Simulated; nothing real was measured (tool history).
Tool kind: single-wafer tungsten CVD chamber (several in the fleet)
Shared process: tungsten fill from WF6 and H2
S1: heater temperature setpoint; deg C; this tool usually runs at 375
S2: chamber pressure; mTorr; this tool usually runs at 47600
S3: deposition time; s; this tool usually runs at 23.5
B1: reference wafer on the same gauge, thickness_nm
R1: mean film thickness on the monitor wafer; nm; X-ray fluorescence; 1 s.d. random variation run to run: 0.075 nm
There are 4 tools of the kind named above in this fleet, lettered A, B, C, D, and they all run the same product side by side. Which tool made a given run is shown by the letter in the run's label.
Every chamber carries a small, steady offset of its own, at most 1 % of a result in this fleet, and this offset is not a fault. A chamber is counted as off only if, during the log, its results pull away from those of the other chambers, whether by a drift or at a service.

run	hour	S1	S2	S3	B1	R1
1C	6.8	375	47600	23.5	49.311	51.634
2D	15.1	375	47600	23.5	49.315	52.342
3B	26.9	375	47600	23.5	49.266	51.951
4A	40.4	375	47600	23.5	49.28	51.509
5B	52	375	47600	23.5	49.274	51.72
6A	60.7	375	47600	23.5	49.26	51.564
# hour 70.8: chamber B: capacitance manometer re-zeroed and calibrated
7D	71.5	375	47600	23.5	49.246	52.291
8C	80.7	369	47600	23.5	49.268	45.484
9B	93.3	369	47600	23.5	49.232	45.867
10C	101.7	369	47600	23.5	49.23	45.457
11A	108.7	369	47600	23.5	49.223	45.423
12D	117.2	375	47600	23.5	49.208	52.255
13A	123.7	375	47600	23.5	49.198	51.547
14C	132.8	375	47600	23.5	49.222	51.577
15D	141.1	375	47600	23.5	49.189	52.245
16B	150.8	375	47600	23.5	49.179	51.703
17C	159.5	375	47600	23.5	49.206	51.355
18B	166.6	375	47600	23.5	49.196	51.678
19A	175.7	375	47600	23.5	49.156	51.414
20D	188.5	375	47600	23.5	49.168	52.065
# hour 188.7: chamber C: thermocouple changed; heater temperature recalibrated
21C	197.7	375	47600	23.5	49.179	51.406
22D	204	375	47600	23.5	49.148	52.281
23A	211.5	375	47600	23.5	49.17	51.341
# hour 217.6: chamber D: capacitance manometer re-zeroed and calibrated
24B	219.2	367	47600	23.5	49.155	43.731
25B	230.6	367	47600	23.5	49.15	43.839
26C	239.3	367	47600	23.5	49.134	43.454
27D	247.5	367	47600	23.5	49.126	44.081
28A	255.2	375	47600	23.5	49.113	51.368
29A	266.8	375	47600	23.5	49.113	51.388
30D	280.2	375	47600	23.5	49.111	52.129
31B	288	375	47600	23.5	49.106	51.629
32C	298.1	375	47600	23.5	49.107	51.356
33A	304.2	375	47600	23.5	49.089	51.298
34B	317.2	375	47600	23.5	49.086	51.698
35D	329.8	375	47600	23.5	49.085	52.055
36C	341.8	375	47600	23.5	49.046	51.258
37B	353.8	375	47600	23.5	49.05	51.71
38A	365.5	375	47600	23.5	49.053	51.398
39C	372.9	375	47600	23.5	49.048	51.238
40D	382.2	375	47600	23.5	49.03	51.842
41C	388.6	375	47600	23.5	49.031	51.341
42B	401.6	375	47600	23.5	49.035	51.585
43D	407.8	375	47600	23.5	49.021	51.975
# hour 418.7: chamber A: thermocouple changed; heater temperature recalibrated
44A	421.1	375	47600	23.5	49.017	51.245

Decide between three cases: one chamber stands off from its peers, the gauge reading all wafers drifts, or nothing is wrong past each chamber's small offset. Where a chamber is off, say which and what most likely put it there.

The shared gauge is drifting. All chambers look as if they move in step, but none is off.
What lies behind it: gauge reads low (%) = 0.594.
